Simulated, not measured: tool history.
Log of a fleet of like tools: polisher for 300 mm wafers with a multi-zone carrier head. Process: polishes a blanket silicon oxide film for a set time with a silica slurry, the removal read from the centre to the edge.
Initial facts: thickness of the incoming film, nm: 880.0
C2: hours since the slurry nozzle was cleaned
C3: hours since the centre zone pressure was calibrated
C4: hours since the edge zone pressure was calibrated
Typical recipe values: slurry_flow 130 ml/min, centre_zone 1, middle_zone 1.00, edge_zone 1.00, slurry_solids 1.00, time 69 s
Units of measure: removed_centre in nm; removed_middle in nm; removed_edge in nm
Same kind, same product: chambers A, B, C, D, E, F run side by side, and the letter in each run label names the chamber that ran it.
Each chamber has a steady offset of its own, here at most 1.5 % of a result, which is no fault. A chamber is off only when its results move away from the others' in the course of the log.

Run 1B, hour 10.4: usual settings; wafers polished on this pad 682; C2 303.6; C3 983.1; C4 820.9. Result: removed_centre 267.32 nm, removed_middle 268.81 nm, removed_edge 266.39 nm.
Run 2D, hour 19.6: usual settings; wafers polished on this pad 456; C2 259.2; C3 527.5; C4 53.0. Result: removed_centre 275.03 nm, removed_middle 269.48 nm, removed_edge 268.64 nm.
Run 3E, hour 29.9: usual settings; wafers polished on this pad 332; C2 551.7; C3 60.7; C4 173.0. Result: removed_centre 267.50 nm, removed_middle 270.32 nm, removed_edge 266.04 nm.
Run 4C, hour 34.6: usual settings; wafers polished on this pad 392; C2 535.5; C3 440.5; C4 580.6. Result: removed_centre 266.72 nm, removed_middle 269.71 nm, removed_edge 264.97 nm.
At hour 36.5: chamber F: centre zone pressure recalibrated.
At hour 39.9: chamber D: slurry nozzle cleaned.
Run 5A, hour 43.5: usual settings; wafers polished on this pad 448; C2 385.6; C3 1149.2; C4 546.6. Result: removed_centre 268.55 nm, removed_middle 267.10 nm, removed_edge 267.63 nm.
Run 6F, hour 49.0: usual settings but middle_zone 0.95; wafers polished on this pad 1039; C2 124.7; C3 12.6; C4 192.7. Result: removed_centre 271.59 nm, removed_middle 255.67 nm, removed_edge 270.70 nm.
Run 7F, hour 57.3: usual settings but middle_zone 0.95; wafers polished on this pad 1101; C2 133.0; C3 20.9; C4 201.0. Result: removed_centre 267.87 nm, removed_middle 252.89 nm, removed_edge 272.41 nm.
Run 8A, hour 67.7: usual settings but middle_zone 0.95; wafers polished on this pad 629; C2 409.8; C3 1173.4; C4 570.8. Result: removed_centre 268.95 nm, removed_middle 256.65 nm, removed_edge 269.07 nm.
At hour 73.4: chamber D: worn pad replaced by a new one.
Run 9D, hour 73.4: usual settings but middle_zone 0.95; wafers polished on this pad 0; C2 33.5; C3 581.3; C4 106.8. Result: removed_centre 268.99 nm, removed_middle 258.33 nm, removed_edge 268.82 nm.
At hour 78.5: chamber B: worn pad replaced by a new one.
At hour 81.8: chamber E: worn pad replaced by a new one.
Run 10E, hour 81.8: usual settings but middle_zone 0.95; wafers polished on this pad 0; C2 603.6; C3 112.6; C4 224.9. Result: removed_centre 273.21 nm, removed_middle 258.61 nm, removed_edge 269.04 nm.
At hour 87.7: chamber F: worn pad replaced by a new one.
Run 11B, hour 88.0: usual settings but middle_zone 0.95; wafers polished on this pad 71; C2 381.2; C3 1060.7; C4 898.5. Result: removed_centre 268.68 nm, removed_middle 258.49 nm, removed_edge 266.83 nm.
Run 12C, hour 94.8: usual settings; wafers polished on this pad 842; C2 595.7; C3 500.7; C4 640.8. Result: removed_centre 266.40 nm, removed_middle 266.66 nm, removed_edge 268.26 nm.
Run 13B, hour 99.6: usual settings; wafers polished on this pad 157; C2 392.8; C3 1072.3; C4 910.1. Result: removed_centre 266.38 nm, removed_middle 268.13 nm, removed_edge 268.31 nm.
At hour 102.0: chamber A: centre zone pressure recalibrated.
Run 14C, hour 108.6: usual settings; wafers polished on this pad 945; C2 609.5; C3 514.5; C4 654.6. Result: removed_centre 267.33 nm, removed_middle 267.55 nm, removed_edge 266.50 nm.
Run 15E, hour 117.0: usual settings but edge_zone 1.04; wafers polished on this pad 263; C2 638.8; C3 147.8; C4 260.1. Result: removed_centre 267.59 nm, removed_middle 269.36 nm, removed_edge 271.82 nm.
At hour 122.0: chamber B: slurry nozzle cleaned.
Run 16F, hour 124.7: usual settings but edge_zone 1.04; wafers polished on this pad 277; C2 200.4; C3 88.3; C4 268.4. Result: removed_centre 269.19 nm, removed_middle 271.78 nm, removed_edge 276.55 nm.
At hour 133.3: chamber A: worn pad replaced by a new one.
Run 17A, hour 134.8: usual settings but edge_zone 1.04; wafers polished on this pad 11; C2 476.9; C3 32.8; C4 637.9. Result: removed_centre 270.93 nm, removed_middle 267.80 nm, removed_edge 275.09 nm.
Run 18D, hour 140.3: usual settings but edge_zone 1.04; wafers polished on this pad 500; C2 100.4; C3 648.2; C4 173.7. Result: removed_centre 270.94 nm, removed_middle 274.86 nm, removed_edge 276.16 nm.
Run 19A, hour 150.2: usual settings but edge_zone 1.04; wafers polished on this pad 127; C2 492.3; C3 48.2; C4 653.3. Result: removed_centre 268.27 nm, removed_middle 267.55 nm, removed_edge 275.12 nm.
Run 20E, hour 159.2: usual settings but edge_zone 1.04; wafers polished on this pad 579; C2 681.0; C3 190.0; C4 302.3. Result: removed_centre 269.07 nm, removed_middle 270.98 nm, removed_edge 271.82 nm.
At hour 163.1: chamber A: slurry nozzle cleaned.
Run 21C, hour 169.0: usual settings; wafers polished on this pad 1397; C2 669.9; C3 574.9; C4 715.0. Result: removed_centre 272.19 nm, removed_middle 268.36 nm, removed_edge 267.57 nm.
At hour 173.9: chamber E: worn pad replaced by a new one.
At hour 173.9: chamber C: worn pad replaced by a new one.
Run 22D, hour 175.4: usual settings; wafers polished on this pad 762; C2 135.5; C3 683.3; C4 208.8. Result: removed_centre 271.20 nm, removed_middle 271.73 nm, removed_edge 265.03 nm.
At hour 182.7: chamber E: slurry nozzle cleaned.
Run 23F, hour 184.5: usual settings; wafers polished on this pad 724; C2 260.2; C3 148.1; C4 328.2. Result: removed_centre 263.98 nm, removed_middle 269.73 nm, removed_edge 269.50 nm.
At hour 190.4: chamber D: worn pad replaced by a new one.
Run 24B, hour 192.1: usual settings; wafers polished on this pad 849; C2 70.1; C3 1164.8; C4 1002.6. Result: removed_centre 270.98 nm, removed_middle 269.75 nm, removed_edge 266.67 nm.
At hour 194.0: chamber C: slurry nozzle cleaned.
Run 25F, hour 201.4: usual settings but slurry_solids 0.75; wafers polished on this pad 850; C2 277.1; C3 165.0; C4 345.1. Result: removed_centre 231.77 nm, removed_middle 234.19 nm, removed_edge 236.51 nm.
Run 26A, hour 211.0: usual settings but slurry_solids 0.75; wafers polished on this pad 581; C2 47.9; C3 109.0; C4 714.1. Result: removed_centre 236.25 nm, removed_middle 231.78 nm, removed_edge 232.73 nm.
Run 27B, hour 220.6: usual settings but slurry_solids 0.75; wafers polished on this pad 1062; C2 98.6; C3 1193.3; C4 1031.1. Result: removed_centre 237.49 nm, removed_middle 235.57 nm, removed_edge 235.59 nm.
Run 28E, hour 229.1: usual settings but slurry_solids 0.75; wafers polished on this pad 413; C2 46.4; C3 259.9; C4 372.2. Result: removed_centre 231.08 nm, removed_middle 238.08 nm, removed_edge 229.67 nm.
At hour 235.1: chamber B: worn pad replaced by a new one.
Run 29C, hour 236.5: usual settings but slurry_solids 0.75; wafers polished on this pad 468; C2 42.5; C3 642.4; C4 782.5. Result: removed_centre 234.58 nm, removed_middle 233.33 nm, removed_edge 230.19 nm.
Run 30D, hour 243.0: usual settings but slurry_solids 0.75; wafers polished on this pad 393; C2 203.1; C3 750.9; C4 276.4. Result: removed_centre 235.66 nm, removed_middle 235.66 nm, removed_edge 233.73 nm.
At hour 245.2: chamber C: centre zone pressure recalibrated.
Run 31D, hour 252.4: usual settings; wafers polished on this pad 464; C2 212.5; C3 760.3; C4 285.8. Result: removed_centre 269.10 nm, removed_middle 271.65 nm, removed_edge 266.51 nm.
At hour 252.9: chamber F: worn pad replaced by a new one.
At hour 257.1: chamber A: worn pad replaced by a new one.
Run 32B, hour 257.3: usual settings; wafers polished on this pad 166; C2 135.3; C3 1230.0; C4 1067.8. Result: removed_centre 273.05 nm, removed_middle 269.65 nm, removed_edge 269.65 nm.
At hour 261.7: chamber E: worn pad replaced by a new one.
Run 33A, hour 265.6: usual settings but slurry_flow 170 ml/min; wafers polished on this pad 64; C2 102.5; C3 163.6; C4 768.7. Result: removed_centre 285.88 nm, removed_middle 278.01 nm, removed_edge 274.94 nm.
Run 34C, hour 274.8: usual settings but slurry_flow 170 ml/min; wafers polished on this pad 755; C2 80.8; C3 29.7; C4 820.8. Result: removed_centre 286.42 nm, removed_middle 279.33 nm, removed_edge 277.91 nm.
Run 35E, hour 283.5: usual settings but slurry_flow 170 ml/min; wafers polished on this pad 163; C2 100.8; C3 314.3; C4 426.6. Result: removed_centre 288.38 nm, removed_middle 288.55 nm, removed_edge 277.98 nm.
Run 36F, hour 293.2: usual settings but slurry_flow 170 ml/min; wafers polished on this pad 301; C2 368.9; C3 256.8; C4 436.9. Result: removed_centre 286.25 nm, removed_middle 284.64 nm, removed_edge 282.97 nm.
Run 37A, hour 300.5: usual settings but slurry_flow 170 ml/min; wafers polished on this pad 325; C2 137.4; C3 198.5; C4 803.6. Result: removed_centre 285.50 nm, removed_middle 280.39 nm, removed_edge 279.64 nm.
Run 38F, hour 308.5: usual settings but slurry_flow 170 ml/min; wafers polished on this pad 416; C2 384.2; C3 272.1; C4 452.2. Result: removed_centre 279.25 nm, removed_middle 281.89 nm, removed_edge 282.41 nm.
Run 39B, hour 314.0: usual settings; wafers polished on this pad 590; C2 192.0; C3 1286.7; C4 1124.5. Result: removed_centre 270.65 nm, removed_middle 274.53 nm, removed_edge 270.96 nm.
Run 40E, hour 318.9: usual settings; wafers polished on this pad 428; C2 136.2; C3 349.7; C4 462.0. Result: removed_centre 272.42 nm, removed_middle 271.20 nm, removed_edge 268.96 nm.

Does one chamber stand apart from the rest, does the shared gauge drift, or is all well apart from small per-chamber offsets? Give the chamber and the most likely cause, where there is one.

No chamber is off and the gauge is stable; the differences are just each chamber's small, constant offset.
